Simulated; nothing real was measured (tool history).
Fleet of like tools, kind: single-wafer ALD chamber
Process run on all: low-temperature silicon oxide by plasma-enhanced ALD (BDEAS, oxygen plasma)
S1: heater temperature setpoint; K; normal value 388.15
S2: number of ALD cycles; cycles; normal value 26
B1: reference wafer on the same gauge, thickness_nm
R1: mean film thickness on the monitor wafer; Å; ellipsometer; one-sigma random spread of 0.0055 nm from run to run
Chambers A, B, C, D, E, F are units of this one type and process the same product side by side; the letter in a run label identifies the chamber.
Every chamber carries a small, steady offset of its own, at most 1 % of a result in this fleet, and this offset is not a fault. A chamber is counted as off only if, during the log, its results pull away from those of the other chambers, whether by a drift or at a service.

run 1E day=0.217 | S1=388.15 S2=26 | B1=3.7312 | R1=36.380
run 2F day=0.475 | S1=388.15 S2=26 | B1=3.7320 | R1=36.160
run 3A day=0.800 | S1=388.15 S2=26 | B1=3.7309 | R1=35.828
run 4B day=0.996 | S1=388.15 S2=26 | B1=3.7329 | R1=36.135
run 5C day=1.208 | S1=398.15 S2=30 | B1=3.7324 | R1=41.029
run 6D day=1.408 | S1=398.15 S2=30 | B1=3.7325 | R1=40.547
run 7B day=1.750 | S1=398.15 S2=30 | B1=3.7334 | R1=40.949
run 8D day=2.038 | S1=398.15 S2=30 | B1=3.7339 | R1=40.522
run 9E day=2.225 | S1=398.15 S2=30 | B1=3.7342 | R1=41.401
run 10A day=2.500 | S1=398.15 S2=30 | B1=3.7348 | R1=40.709
run 11F day=2.833 | S1=388.15 S2=26 | B1=3.7355 | R1=36.314
run 12C day=3.021 | S1=388.15 S2=26 | B1=3.7377 | R1=36.315
run 13A day=3.404 | S1=398.15 S2=26 | B1=3.7367 | R1=35.193
run 14B day=3.612 | S1=398.15 S2=26 | B1=3.7376 | R1=35.530
run 15D day=3.796 | S1=398.15 S2=26 | B1=3.7365 | R1=35.201
run 16C day=4.017 | S1=398.15 S2=26 | B1=3.7399 | R1=35.562
run 17F day=4.400 | S1=398.15 S2=26 | B1=3.7395 | R1=35.659
run 18E day=4.646 | S1=398.15 S2=26 | B1=3.7402 | R1=35.871
run 19F day=4.942 | S1=388.15 S2=26 | B1=3.7412 | R1=36.361
run 20A day=5.150 | S1=388.15 S2=26 | B1=3.7414 | R1=35.853
run 21B day=5.542 | S1=388.15 S2=26 | B1=3.7410 | R1=36.303
run 22D day=5.883 | S1=380.15 S2=26 | B1=3.7430 | R1=36.502
run 23E day=6.233 | S1=380.15 S2=26 | B1=3.7437 | R1=37.100
run 24C day=6.654 | S1=380.15 S2=26 | B1=3.7442 | R1=36.918
run 25C day=7.062 | S1=380.15 S2=26 | B1=3.7434 | R1=36.844
run 26A day=7.262 | S1=380.15 S2=26 | B1=3.7464 | R1=36.505
run 27F day=7.579 | S1=380.15 S2=26 | B1=3.7467 | R1=36.879
run 28E day=7.904 | S1=388.15 S2=22 | B1=3.7462 | R1=30.949
run 29B day=8.096 | S1=388.15 S2=22 | B1=3.7471 | R1=30.705
run 30D day=8.371 | S1=388.15 S2=22 | B1=3.7488 | R1=30.474
run 31C day=8.629 | S1=388.15 S2=22 | B1=3.7481 | R1=30.789
run 32A day=9.000 | S1=388.15 S2=22 | B1=3.7479 | R1=30.414
run 33F day=9.208 | S1=388.15 S2=22 | B1=3.7491 | R1=30.684
run 34D day=9.412 | S1=400.15 S2=21 | B1=3.7487 | R1=28.448
run 35E day=9.792 | S1=400.15 S2=21 | B1=3.7513 | R1=28.840
run 36B day=10.012 | S1=400.15 S2=21 | B1=3.7522 | R1=28.699
run 37A day=10.267 | S1=400.15 S2=21 | B1=3.7525 | R1=28.399
run 38E day=10.533 | S1=400.15 S2=21 | B1=3.7535 | R1=28.913

Next, all 6 chambers run the settings below, one line each with question marks for the results. What does each chamber give?
run 39A day=10.833 | S1=379.15 S2=26 | R1=?
run 39B day=10.833 | S1=379.15 S2=26 | R1=?
run 39C day=10.833 | S1=379.15 S2=26 | R1=?
run 39D day=10.833 | S1=379.15 S2=26 | R1=?
run 39E day=10.833 | S1=379.15 S2=26 | R1=?
run 39F day=10.833 | S1=379.15 S2=26 | R1=?

run=39A R1=36.706
run=39B R1=37.035
run=39C R1=36.982
run=39D R1=36.575
run=39E R1=37.170
run=39F R1=36.989
